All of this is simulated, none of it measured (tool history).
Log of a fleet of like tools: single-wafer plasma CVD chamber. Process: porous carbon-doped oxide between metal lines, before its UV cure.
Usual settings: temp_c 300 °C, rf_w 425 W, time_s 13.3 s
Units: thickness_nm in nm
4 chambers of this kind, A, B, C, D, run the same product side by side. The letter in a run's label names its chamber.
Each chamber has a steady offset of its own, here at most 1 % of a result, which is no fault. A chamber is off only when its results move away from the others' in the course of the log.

| run | hour | temp_c | rf_w | time_s | read-back reference wafer on the same gauge, thickness_nm | thickness_nm |
|---|---|---|---|---|---|---|
| 1A | 2.2 | 300 | 425 | 13.3 | 64.769 | 66.276 |
| 2B | 5.2 | 300 | 425 | 13.3 | 64.778 | 65.972 |
| 3C | 9.2 | 300 | 425 | 13.3 | 64.795 | 66.159 |
| 4D | 13.7 | 300 | 425 | 13.3 | 64.758 | 65.989 |
| 5D | 18 | 300 | 425 | 13.3 | 64.766 | 65.804 |
| 6A | 21.3 | 300 | 425 | 13.3 | 64.756 | 66.072 |
| 7C | 25 | 300 | 375 | 12.2 | 64.728 | 55.155 |
| 8B | 28.2 | 300 | 375 | 12.2 | 64.716 | 54.76 |
| 9A | 31.9 | 300 | 375 | 12.2 | 64.704 | 55.138 |
| 10D | 36.8 | 300 | 375 | 12.2 | 64.7 | 54.916 |
| 11B | 39.4 | 300 | 485 | 14.3 | 64.703 | 77.809 |
| 12C | 41.9 | 300 | 485 | 14.3 | 64.695 | 78.003 |
| 13D | 46 | 300 | 485 | 14.3 | 64.684 | 77.58 |
| 14B | 48.4 | 300 | 485 | 14.3 | 64.705 | 77.73 |
| 15A | 53.2 | 300 | 425 | 13.3 | 64.642 | 65.962 |
| 16C | 57.3 | 300 | 425 | 13.3 | 64.673 | 66.085 |
| 17C | 60.5 | 300 | 425 | 13.3 | 64.624 | 66.05 |
| 18D | 65.1 | 300 | 365 | 11.6 | 64.632 | 51.246 |
| 19B | 69.3 | 300 | 365 | 11.6 | 64.627 | 50.785 |
| 20A | 71.6 | 300 | 365 | 11.6 | 64.649 | 51.226 |
| 21C | 76 | 300 | 365 | 11.6 | 64.631 | 51.244 |
| 22B | 79.9 | 300 | 455 | 11.8 | 64.615 | 61.779 |
| 23D | 82.4 | 300 | 455 | 11.8 | 64.591 | 61.698 |
| 24A | 85 | 300 | 455 | 11.8 | 64.595 | 62.03 |
| 25D | 88.9 | 300 | 455 | 11.8 | 64.578 | 61.843 |
| 26B | 93.8 | 300 | 425 | 13.3 | 64.563 | 65.693 |
| 27C | 97.3 | 300 | 425 | 13.3 | 64.574 | 66.118 |
| 28A | 99.8 | 300 | 390 | 15.8 | 64.567 | 72.827 |
| 29C | 104.1 | 300 | 390 | 15.8 | 64.524 | 72.835 |
| 30B | 108.2 | 300 | 390 | 15.8 | 64.527 | 72.319 |
| 31D | 110.8 | 300 | 390 | 15.8 | 64.536 | 72.599 |
| 32A | 115.4 | 300 | 425 | 13.3 | 64.53 | 65.853 |
| 33C | 118.7 | 300 | 350 | 13.3 | 64.496 | 56.666 |
| 34B | 123.5 | 300 | 350 | 13.3 | 64.51 | 55.853 |
| 35D | 126.4 | 300 | 350 | 13.3 | 64.494 | 56.422 |
| 36A | 131.1 | 300 | 350 | 13.3 | 64.476 | 56.519 |
| 37B | 135.3 | 300 | 425 | 13.3 | 64.482 | 65.53 |
| 38A | 137.7 | 300 | 425 | 13.3 | 64.461 | 65.861 |

What goes on in this fleet: one chamber off, a drifting gauge, or nothing beyond the chambers' own small offsets? Name the chamber and the cause, if any.

The gauge drifts, so all chambers seem to drift together. No chamber is off.
Cause: gauge reads low (%) = 0.547.

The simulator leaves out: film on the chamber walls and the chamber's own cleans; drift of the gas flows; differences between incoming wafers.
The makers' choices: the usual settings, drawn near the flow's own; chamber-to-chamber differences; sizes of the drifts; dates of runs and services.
